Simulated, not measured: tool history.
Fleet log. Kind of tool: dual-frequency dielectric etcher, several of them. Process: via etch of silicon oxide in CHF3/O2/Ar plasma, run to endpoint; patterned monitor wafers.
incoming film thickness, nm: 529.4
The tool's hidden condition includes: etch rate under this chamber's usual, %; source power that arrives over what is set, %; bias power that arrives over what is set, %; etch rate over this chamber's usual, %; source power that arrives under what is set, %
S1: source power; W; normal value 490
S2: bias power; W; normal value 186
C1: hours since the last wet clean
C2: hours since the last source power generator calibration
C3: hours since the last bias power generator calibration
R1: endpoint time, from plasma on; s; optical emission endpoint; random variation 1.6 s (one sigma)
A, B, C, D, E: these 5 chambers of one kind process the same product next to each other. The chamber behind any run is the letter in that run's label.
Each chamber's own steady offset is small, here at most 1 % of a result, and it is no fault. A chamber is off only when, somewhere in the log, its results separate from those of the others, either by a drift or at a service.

run     day   S1   S2     C1      C2      C3      R1
 1A   0.350  490  186  362.1  1049.9  3616.4  288.07
 2B   0.588  490  186  233.3  1643.6  2692.2  283.64
 3D   0.800  490  186  231.5   482.1   448.9  290.57
 4E   1.196  490  186  409.1  2190.8  2664.0  282.35
 5C   1.433  490  216  315.7  3044.1   961.0  272.29
      1.554  -- chamber B: bias power generator calibrated
 6B   1.838  490  216  263.3  1673.6     6.9  270.32
 7E   2.062  490  216  429.9  2211.6  2684.8  268.89
 8C   2.362  490  216  338.0  3066.4   983.3  274.62
 9D   2.721  490  216  277.6   528.2   495.0  271.75
10A   3.171  420  202  429.8  1117.6  3684.1  295.86
11C   3.425  420  202  363.5  3091.9  1008.8  295.41
12A   3.708  420  202  442.7  1130.5  3697.0  295.20
      3.929  -- chamber A: wet clean of the chamber
13D   4.117  420  202  311.1   561.7   528.5  295.80
14E   4.392  420  202  485.8  2267.5  2740.7  293.99
15B   4.821  490  186  334.9  1745.2    78.5  280.49
16B   5.275  490  186  345.8  1756.1    89.4  286.37
17C   5.496  490  186  413.2  3141.6  1058.5  283.39
18A   5.783  490  186   44.6  1180.3  3746.8  287.76
19E   6.171  490  186  528.5  2310.2  2783.4  284.55
20D   6.517  490  186  368.7   619.3   586.1  286.25
21A   6.846  490  186   70.1  1205.8  3772.3  284.42
22B   7.254  490  186  393.3  1803.6   136.9  284.80
23E   7.508  490  186  560.6  2342.3  2815.5  285.27
      7.638  -- chamber B: wet clean of the chamber
24D   7.817  420  206  399.9   650.5   617.3  295.33
25C   8.133  420  206  476.5  3204.9  1121.8  284.32
      8.250  -- chamber E: bias power generator calibrated
26A   8.571  420  206  111.5  1247.2  3813.7  292.70
27E   8.775  420  206  591.0  2372.7    12.7  288.25
28D   9.175  420  206  432.5   683.1   649.9  291.86
29C   9.562  440  186  510.8  3239.2  1156.1  285.76
30B   9.912  440  186   54.7  1867.4   200.7  297.31
31A  10.154  440  186  149.5  1285.2  3851.7  297.82
32D  10.496  440  186  464.2   714.8   681.6  301.20

What goes on in this fleet: one chamber off, a drifting gauge, or nothing beyond the chambers' own small offsets? Name the chamber and the cause, if any.

Little by little, chamber C moves away from the other chambers.
Most likely cause: etch rate over this chamber's usual, % = 4.4.

Chamber C could run next with any of the 4 candidate recipes listed below; each alters the usual settings, and their results appear as question marks. Which one brings its results back in line with what the other chambers deliver on the usual settings?
In-line tolerance around the mean of the other chambers on the usual settings: R1 5.50 s
33C-1  10.821  480  186               ?
33C-2  10.821  490  190               ?
33C-3  10.821  460  175               ?
33C-4  10.821  520  197               ?

Average result of the remaining chambers running the usual settings: R1 286.35 s
  run      R1
33C-1  276.95
33C-2  272.80
33C-3  287.39
33C-4  263.47
With 33C-3, the chamber falls back in line with the rest.
